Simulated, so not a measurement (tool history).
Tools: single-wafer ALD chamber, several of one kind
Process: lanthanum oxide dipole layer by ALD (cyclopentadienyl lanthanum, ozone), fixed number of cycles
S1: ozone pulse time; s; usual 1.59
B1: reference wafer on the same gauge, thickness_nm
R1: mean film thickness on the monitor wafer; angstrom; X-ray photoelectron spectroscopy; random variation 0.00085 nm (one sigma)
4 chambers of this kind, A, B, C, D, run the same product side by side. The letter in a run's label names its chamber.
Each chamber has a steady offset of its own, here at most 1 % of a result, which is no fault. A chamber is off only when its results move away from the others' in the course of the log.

run	hour	S1	B1	R1
1A	13.6	1.59	0.55272	5.4937
2C	24	1.59	0.55254	5.5887
3B	34.9	1.59	0.55246	5.5853
4D	45.8	1.59	0.55254	5.4987
5B	52.8	1.37	0.55214	5.4423
6C	60.1	1.37	0.55219	5.4418
7D	70.6	1.37	0.55206	5.3859
8A	86.3	1.37	0.55177	5.3503
9C	93.6	1.59	0.55187	5.5799
10B	101.6	1.59	0.55166	5.5745
11D	109.6	1.59	0.55133	5.4981
12A	118.6	1.59	0.5518	5.4926
13B	125.9	1.59	0.55148	5.5622
14C	138.1	1.28	0.55124	5.3909
# hour 147.6: chamber A: thermocouple changed; heater temperature recalibrated
15A	149.6	1.28	0.55116	5.2723
16D	159.9	1.28	0.55092	5.2876
17B	174.7	1.28	0.5509	5.3456
18C	186.4	1.59	0.55059	5.5751
19D	199.3	1.59	0.5503	5.4933
20A	214.3	1.59	0.55047	5.4756
21A	228.4	1.59	0.55027	5.491
22C	241.4	2.21	0.55017	5.7453
23B	250.6	2.21	0.55013	5.7058
24D	260	2.21	0.54967	5.6458
25D	272.3	2.21	0.54953	5.6547

Is one chamber off against the others, does the gauge drift, or is nothing wrong? If a chamber is off, say which, and what the likeliest cause is.

The gauge drifts, so all chambers seem to drift together. No chamber is off.
Cause: gauge reads low (%) = 0.636.
